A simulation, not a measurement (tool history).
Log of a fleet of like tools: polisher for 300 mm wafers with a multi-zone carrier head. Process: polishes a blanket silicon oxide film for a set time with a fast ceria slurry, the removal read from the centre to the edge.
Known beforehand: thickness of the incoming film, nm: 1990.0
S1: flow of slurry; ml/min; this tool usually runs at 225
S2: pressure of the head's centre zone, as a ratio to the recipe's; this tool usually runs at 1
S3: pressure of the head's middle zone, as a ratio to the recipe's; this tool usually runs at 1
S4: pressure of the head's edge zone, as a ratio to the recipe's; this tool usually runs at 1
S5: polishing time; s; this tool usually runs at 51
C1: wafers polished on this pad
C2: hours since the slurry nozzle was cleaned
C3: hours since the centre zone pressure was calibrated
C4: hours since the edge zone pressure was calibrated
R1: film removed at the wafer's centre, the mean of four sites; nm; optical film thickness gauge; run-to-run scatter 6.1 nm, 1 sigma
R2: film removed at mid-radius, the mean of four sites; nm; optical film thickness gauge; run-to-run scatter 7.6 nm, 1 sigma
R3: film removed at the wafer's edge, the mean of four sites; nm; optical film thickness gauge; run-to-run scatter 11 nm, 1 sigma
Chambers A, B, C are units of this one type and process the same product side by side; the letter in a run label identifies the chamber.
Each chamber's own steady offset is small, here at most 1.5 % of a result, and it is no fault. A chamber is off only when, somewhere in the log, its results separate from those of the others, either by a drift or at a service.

run	day	S1	S2	S3	S4	S5	C1	C2	C3	C4	R1	R2	R3
1B	0.204	225	1	1	1	51	638	11.4	911	503.4	789.46	783.62	781.13
2C	0.358	225	1	1	1	51	895	350.3	849	964.1	772.71	780.16	785.55
3A	0.504	225	1	1	1	51	325	411.2	577	149.6	770.47	774.3	784.51
4B	0.746	225	1	1	1	51	828	24.4	924	516.4	779.08	782.51	765.09
5C	1.008	225	1	1	1	51	1123	365.9	864.6	979.7	776.26	775.55	781.81
# day 1.125: chamber B: worn pad replaced by a new one
6A	1.192	225	1	1.05	1	51	566	427.7	593.5	166.1	784.76	812.88	779.53
7C	1.396	225	1	1.05	1	51	1259	375.2	873.9	989	784.74	816.41	772.54
8B	1.533	225	1	1.05	1	51	144	43.3	942.9	535.3	790.93	825.78	785.28
# day 1.7: chamber C: worn pad replaced by a new one
9A	1.767	225	0.96	1	1.07	51	768	441.5	607.3	179.9	746.49	776.47	823.09
10C	1.888	225	0.96	1	1.07	51	66	387	885.7	1000.8	732.22	762.67	820.7
11A	2.154	225	0.96	1	1.07	51	904	450.8	616.6	189.2	731.77	776.91	808.43
12B	2.317	225	1	1	1	51	418	62.1	961.7	554.1	779.61	774.1	785.51
13A	2.45	225	1	1	1	51	1008	457.9	623.7	196.3	768.48	767.17	783.85
# day 2.533: chamber C: centre zone pressure recalibrated
14B	2.583	225	1	1	1	51	512	68.5	968.1	560.5	774.67	784.88	794.22
15C	2.829	225	1	1	1	51	396	409.6	7.2	1023.4	766	756.32	779.76
16A	3.038	225	1	1	1	51	1214	472	637.8	210.4	754.65	759.18	762.5
17C	3.196	225	1	1	1	51	524	418.4	16	1032.2	782.43	773.54	749.12
# day 3.279: chamber B: worn pad replaced by a new one
18B	3.429	225	1	1	1	51	53	88.8	988.4	580.8	778.01	775.71	764.26
19A	3.654	225	1	1	1	51	1430	486.8	652.6	225.2	753.32	752.33	741.73
20C	3.783	225	1	1	1	51	731	432.5	30.1	1046.3	767.65	777.33	772.07
# day 3.846: chamber B: centre zone pressure recalibrated
21B	3.921	225	1	1	1	51	226	100.6	1.9	592.6	787.64	785.31	798.11
22A	4.058	225	1	1	1	51	1572	496.5	662.3	234.9	745.85	749.54	752.16
23C	4.225	225	1	1	1	51	885	443.1	40.7	1056.9	769.82	776.49	764.4
24B	4.492	225	1	1	1	51	426	114.3	15.6	606.3	769.47	793.95	766.32
25B	4.675	185	1	0.89	1	51	490	118.7	20	610.7	751.16	673.88	766.1
26A	4.917	185	1	0.89	1	51	1873	517.1	682.9	255.5	699.95	640.34	729.67
27C	5.092	185	1	0.89	1	51	1189	463.9	61.5	1077.7	750.65	671.59	753.72
28B	5.333	225	1	1	1	51	721	134.5	35.8	626.5	784.78	776.87	770.39
29C	5.554	225	1	1	1	51	1352	475	72.6	1088.8	770.85	778.44	788.06

One chamber off, gauge drift, or nothing amiss beyond the chambers' own small offsets? If it is a chamber, which one, and what is the likeliest cause?

Little by little, chamber A moves away from the other chambers.
What lies behind it: removal rate lost through wear of the pad, % = 6.89.
Not necessarily distinguishable in this log from: slurry flow missing at the pad, %.

Which of the 4 candidates below, each the usual settings with something changed and its results left as question marks, puts chamber A back in line with what the other chambers give on the usual settings?
Maximum distance from the other chambers' mean on the usual settings for a result to count as in line: R1 21 nm; R2 27 nm; R3 40 nm
30A-1	5.746	230	1	1.01	1	57					?	?	?
30A-2	5.746	225	1	1.01	1	55					?	?	?
30A-3	5.746	225	1	1	1	48					?	?	?
30A-4	5.746	220	1	0.99	1	45					?	?	?

The other chambers' mean on the usual settings: R1 775.91 nm; R2 777.48 nm; R3 776.31 nm
run	R1	R2	R3
30A-1	811.43	817.19	808.35
30A-2	780.57	786.37	778.39
30A-3	681.17	679.96	679.43
30A-4	636.52	629.74	635.7
Change 30A-2 lands the chamber within the allowed miss of the other chambers.

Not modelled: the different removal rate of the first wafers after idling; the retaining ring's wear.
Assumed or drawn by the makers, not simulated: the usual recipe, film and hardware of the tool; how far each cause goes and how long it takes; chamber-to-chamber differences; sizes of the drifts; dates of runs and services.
